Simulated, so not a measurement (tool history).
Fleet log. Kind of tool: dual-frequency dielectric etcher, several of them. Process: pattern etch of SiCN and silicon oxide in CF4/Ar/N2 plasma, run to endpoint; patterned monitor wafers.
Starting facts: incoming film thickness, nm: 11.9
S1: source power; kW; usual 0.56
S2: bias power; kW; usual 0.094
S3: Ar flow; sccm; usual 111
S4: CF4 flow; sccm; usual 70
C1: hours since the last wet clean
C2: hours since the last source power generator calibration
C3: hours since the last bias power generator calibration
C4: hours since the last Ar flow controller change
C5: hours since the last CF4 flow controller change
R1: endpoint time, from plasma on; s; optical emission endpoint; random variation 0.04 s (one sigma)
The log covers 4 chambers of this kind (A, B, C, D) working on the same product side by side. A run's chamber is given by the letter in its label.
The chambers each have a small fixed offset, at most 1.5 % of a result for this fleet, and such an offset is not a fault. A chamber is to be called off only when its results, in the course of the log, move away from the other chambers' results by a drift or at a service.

| run | hour | S1 | S2 | S3 | S4 | C1 | C2 | C3 | C4 | C5 | R1 |
|---|---|---|---|---|---|---|---|---|---|---|---|
| 1D | 4.5 | 0.56 | 0.094 | 111 | 70 | 82.4 | 689.1 | 881.2 | 3997.1 | 1002 | 10.6 |
| 2B | 8.6 | 0.56 | 0.094 | 111 | 70 | 129.1 | 1596.7 | 1060.2 | 157.4 | 2138.2 | 10.66 |
| 3A | 11 | 0.56 | 0.094 | 111 | 70 | 156.5 | 111.4 | 2745.3 | 1856.5 | 1055.4 | 10.637 |
| 4C | 15.3 | 0.56 | 0.094 | 111 | 70 | 51.1 | 259.6 | 3688.5 | 3340.9 | 1994.1 | 10.498 |
| 5C | 20 | 0.56 | 0.094 | 111 | 70 | 55.8 | 264.3 | 3693.2 | 3345.6 | 1998.8 | 10.51 |
| 6D | 24.3 | 0.56 | 0.094 | 111 | 70 | 102.2 | 708.9 | 901 | 4016.9 | 1021.8 | 10.531 |
| 7A | 27.3 | 0.56 | 0.094 | 111 | 70 | 172.8 | 127.7 | 2761.6 | 1872.8 | 1071.7 | 10.569 |
| 8B | 32.1 | 0.56 | 0.094 | 111 | 70 | 152.6 | 1620.2 | 1083.7 | 180.9 | 2161.7 | 10.612 |
| 9B | 36.7 | 0.56 | 0.094 | 111 | 58 | 157.2 | 1624.8 | 1088.3 | 185.5 | 2166.3 | 11.043 |
| 10D | 39.1 | 0.56 | 0.094 | 111 | 58 | 117 | 723.7 | 915.8 | 4031.7 | 1036.6 | 10.684 |
| 11A | 43 | 0.56 | 0.094 | 111 | 58 | 188.5 | 143.4 | 2777.3 | 1888.5 | 1087.4 | 10.858 |
| 12C | 46.9 | 0.56 | 0.094 | 111 | 58 | 82.7 | 291.2 | 3720.1 | 3372.5 | 2025.7 | 10.85 |
| 13C | 51.3 | 0.56 | 0.094 | 111 | 70 | 87.1 | 295.6 | 3724.5 | 3376.9 | 2030.1 | 10.499 |
| 14D | 55.9 | 0.56 | 0.094 | 111 | 70 | 133.8 | 740.5 | 932.6 | 4048.5 | 1053.4 | 10.319 |
| 15A | 58.8 | 0.61 | 0.094 | 87 | 70 | 204.3 | 159.2 | 2793.1 | 1904.3 | 1103.2 | 9.4717 |
| 16B | 61.7 | 0.61 | 0.094 | 87 | 70 | 182.2 | 1649.8 | 1113.3 | 210.5 | 2191.3 | 9.5848 |
| 17C | 66.8 | 0.61 | 0.094 | 87 | 70 | 102.6 | 311.1 | 3740 | 3392.4 | 2045.6 | 9.3804 |
| 18A | 70.1 | 0.61 | 0.094 | 87 | 70 | 215.6 | 170.5 | 2804.4 | 1915.6 | 1114.5 | 9.5364 |
| 19B | 73 | 0.56 | 0.094 | 111 | 70 | 193.5 | 1661.1 | 1124.6 | 221.8 | 2202.6 | 10.742 |
| 20D | 76.1 | 0.46 | 0.11 | 111 | 70 | 154 | 760.7 | 952.8 | 4068.7 | 1073.6 | 11.573 |
| 21B | 78.7 | 0.46 | 0.11 | 111 | 70 | 199.2 | 1666.8 | 1130.3 | 227.5 | 2208.3 | 11.98 |
| 22A | 81.9 | 0.46 | 0.11 | 111 | 70 | 227.4 | 182.3 | 2816.2 | 1927.4 | 1126.3 | 11.883 |
| 23D | 85 | 0.46 | 0.11 | 111 | 70 | 162.9 | 769.6 | 961.7 | 4077.6 | 1082.5 | 11.368 |
| 24C | 88.8 | 0.67 | 0.094 | 87 | 70 | 124.6 | 333.1 | 3762 | 3414.4 | 2067.6 | 8.7076 |
| 25C | 92.7 | 0.67 | 0.094 | 87 | 70 | 128.5 | 337 | 3765.9 | 3418.3 | 2071.5 | 8.7237 |
| 26A | 97.3 | 0.67 | 0.094 | 87 | 70 | 242.8 | 197.7 | 2831.6 | 1942.8 | 1141.7 | 8.7342 |
| 27B | 99.8 | 0.67 | 0.094 | 87 | 70 | 220.3 | 1687.9 | 1151.4 | 248.6 | 2229.4 | 8.8388 |
| 28D | 103 | 0.44 | 0.094 | 111 | 70 | 180.9 | 787.6 | 979.7 | 4095.6 | 1100.5 | 12.463 |
| 29B | 106.2 | 0.44 | 0.094 | 111 | 70 | 226.7 | 1694.3 | 1157.8 | 255 | 2235.8 | 13.184 |
| 30C | 108.9 | 0.44 | 0.094 | 111 | 70 | 144.7 | 353.2 | 3782.1 | 3434.5 | 2087.7 | 12.937 |
| 31D | 111.9 | 0.44 | 0.094 | 111 | 70 | 189.8 | 796.5 | 988.6 | 4104.5 | 1109.4 | 12.427 |
| 32A | 115.2 | 0.56 | 0.094 | 111 | 70 | 260.7 | 215.6 | 2849.5 | 1960.7 | 1159.6 | 10.595 |
| 33C | 120.4 | 0.56 | 0.094 | 111 | 70 | 156.2 | 364.7 | 3793.6 | 3446 | 2099.2 | 10.507 |

Has any chamber moved away from the others, gradually or after a service, or does the common gauge drift, or do the chambers differ only by their own small steady offsets? State the chamber and the most likely cause if one applies.

It is chamber D that slowly wanders off from its peers.
Most likely cause: etch rate over this chamber's usual, % = 5.52.

Chamber D could run next with any of the 4 candidate recipes listed below; each alters the usual settings, and their results appear as question marks. Which one brings its results back in line with what the other chambers deliver on the usual settings?
In-line tolerance around the mean of the other chambers on the usual settings: R1 0.14 s
| 34D-1 | 124 | 0.58 | 0.095 | 110 | 70 |  |  |  |  |  | ? |
| 34D-2 | 124 | 0.56 | 0.08 | 111 | 66 |  |  |  |  |  | ? |
| 34D-3 | 124 | 0.56 | 0.11 | 111 | 70 |  |  |  |  |  | ? |
| 34D-4 | 124 | 0.56 | 0.087 | 115 | 68 |  |  |  |  |  | ? |

Usual-settings mean across the other chambers: R1 10.594 s
| run | R1 |
|---|---|
| 34D-1 | 9.6121 |
| 34D-2 | 10.629 |
| 34D-3 | 9.4225 |
| 34D-4 | 10.335 |
34D-2 is the one that brings the chamber's results back in line with the other chambers.
